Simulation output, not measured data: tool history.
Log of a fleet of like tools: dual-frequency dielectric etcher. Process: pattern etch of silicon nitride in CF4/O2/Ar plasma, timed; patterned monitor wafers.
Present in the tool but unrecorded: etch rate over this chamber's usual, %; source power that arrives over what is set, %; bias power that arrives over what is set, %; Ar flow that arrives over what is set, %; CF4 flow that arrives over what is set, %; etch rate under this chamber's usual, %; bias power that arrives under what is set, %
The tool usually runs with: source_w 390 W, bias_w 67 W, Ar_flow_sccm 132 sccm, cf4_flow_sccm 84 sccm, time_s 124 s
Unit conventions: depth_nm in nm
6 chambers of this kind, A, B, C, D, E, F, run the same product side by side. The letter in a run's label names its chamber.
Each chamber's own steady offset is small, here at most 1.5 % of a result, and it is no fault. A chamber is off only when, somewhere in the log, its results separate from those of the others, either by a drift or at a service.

run,hour,source_w,bias_w,Ar_flow_sccm,cf4_flow_sccm,time_s,hours since the last wet clean,hours since the last source power generator calibration,hours since the last bias power generator calibration,hours since the last Ar flow controller change,hours since the last CF4 flow controller change,"read-back reference wafer on the same gauge, depth_nm",depth_nm
1B,4.7,390,67,132,84,124,312.3,4358.7,1800,1424.6,1424.5,170.07,205.73
2C,9.1,390,67,132,84,124,78.8,1738.8,1426.8,2021.5,771.1,170.03,204.06
3E,16.5,390,67,132,84,124,182.7,2160.1,655,2095.7,1047.5,169.96,202.37
4D,23.6,390,67,132,84,124,423.5,380.3,3125.8,433,170.4,169.87,203.81
5A,29.2,390,67,132,84,124,360,368.1,1325.9,635,4029.8,170.06,201.55
6F,35.3,470,67,132,84,124,317.4,581.1,2121.3,3193.7,338.9,170.14,237.71
7D,41.3,470,67,132,84,124,441.2,398,3143.5,450.7,188.1,169.86,235.83
8E,46.7,470,67,132,84,124,212.9,2190.3,685.2,2125.9,1077.7,169.95,236.79
9C,51.2,470,67,132,84,124,120.9,1780.9,1468.9,2063.6,813.2,169.94,238.64
10F,56.7,470,67,132,84,124,338.8,602.5,2142.7,3215.1,360.3,170.07,236.81
11B,63,470,67,132,84,124,370.6,4417,1858.3,1482.9,1482.8,170.2,238.82
12A,67.6,390,67,132,84,124,398.4,406.5,1364.3,673.4,4068.2,169.9,199.42
13E,72.7,390,67,132,84,124,238.9,2216.3,711.2,2151.9,1103.7,170.02,201
14D,82.2,390,80,148,84,124,482.1,438.9,3184.4,491.6,229,170.16,219.83
15C,87,390,80,148,84,124,156.7,1816.7,1504.7,2099.4,849,169.75,215.85
16A,95,390,80,148,84,124,425.8,433.9,1391.7,700.8,4095.6,169.8,213.18
17F,102.4,390,80,148,84,124,384.5,648.2,2188.4,3260.8,406,169.89,215.2
# hour 104.4: chamber C: bias power generator calibrated
18B,108.7,390,80,148,84,124,416.3,4462.7,1904,1528.6,1528.5,169.94,215.02
19F,116.3,390,80,148,84,124,398.4,662.1,2202.3,3274.7,419.9,170.14,212.54
20E,125.8,390,67,132,84,124,292,2269.4,764.3,2205,1156.8,169.87,198.7
21C,133.6,390,67,132,84,124,203.3,1863.3,29.3,2146,895.6,170.11,204.1
22B,143.3,390,67,132,84,124,450.9,4497.3,1938.6,1563.2,1563.1,170.32,202.94
23D,152.7,390,67,132,84,124,552.6,509.4,3254.9,562.1,299.5,169.85,204.95
# hour 157.6: chamber A: wet clean of the chamber
24A,161.1,390,67,132,84,124,3.5,500,1457.8,766.9,4161.7,169.96,200.15
# hour 165.9: chamber D: wet clean of the chamber
25D,165.9,390,67,132,84,124,0,522.6,3268.1,575.3,312.7,169.98,203.62
26C,174.2,390,67,132,84,124,243.9,1903.9,69.9,2186.6,936.2,169.98,200.53
27F,183.8,390,67,132,84,124,465.9,729.6,2269.8,3342.2,487.4,170.15,198.84
28E,189.4,390,67,132,84,124,355.6,2333,827.9,2268.6,1220.4,170.02,200.21
29A,194.4,390,67,132,84,124,36.8,533.3,1491.1,800.2,4195,169.57,200.83
30B,201,390,67,132,84,124,508.6,4555,1996.3,1620.9,1620.8,170.1,200.98
# hour 202.7: chamber B: wet clean of the chamber
31C,206.6,390,67,132,84,124,276.3,1936.3,102.3,2219,968.6,170.09,202.22
# hour 212.6: chamber F: Ar flow controller replaced
32D,212.8,390,67,132,84,124,46.9,569.5,3315,622.2,359.6,169.92,204.76
33A,221.5,390,67,132,84,124,63.9,560.4,1518.2,827.3,4222.1,170.02,201.02
34E,225.8,390,67,132,84,124,392,2369.4,864.3,2305,1256.8,170.11,199.82
35F,232.6,390,67,132,84,138.5,514.7,778.4,2318.6,20,536.2,169.99,224.29
36B,240.9,390,67,132,84,138.5,38.3,4594.9,2036.2,1660.8,1660.7,170.06,226.09
37C,245.4,390,67,132,84,138.5,315.1,1975.1,141.1,2257.8,1007.4,169.94,224.06
38D,251.7,390,67,132,84,138.5,85.8,608.4,3353.9,661.1,398.5,170.07,230.36
39A,258.6,390,67,132,84,138.5,101,597.5,1555.3,864.4,4259.2,169.7,225.82
40E,265.5,390,67,132,84,138.5,431.7,2409.1,904,2344.7,1296.5,170.02,226.59
41B,272.9,390,67,132,84,124,70.3,4626.9,2068.2,1692.8,1692.7,170.08,201.03
42F,278.6,390,67,132,84,124,560.7,824.4,2364.6,66,582.2,169.83,202.21

For the next run the whole fleet of 6 chambers uses the same settings. Give each chamber's results:
43A,285.6,390,67,132,84,124,,,,,,,?
43B,285.6,390,67,132,84,124,,,,,,,?
43C,285.6,390,67,132,84,124,,,,,,,?
43D,285.6,390,67,132,84,124,,,,,,,?
43E,285.6,390,67,132,84,124,,,,,,,?
43F,285.6,390,67,132,84,124,,,,,,,?

run,depth_nm
43A,201.89
43B,203.63
43C,203.14
43D,203.17
43E,202.11
43F,201.07
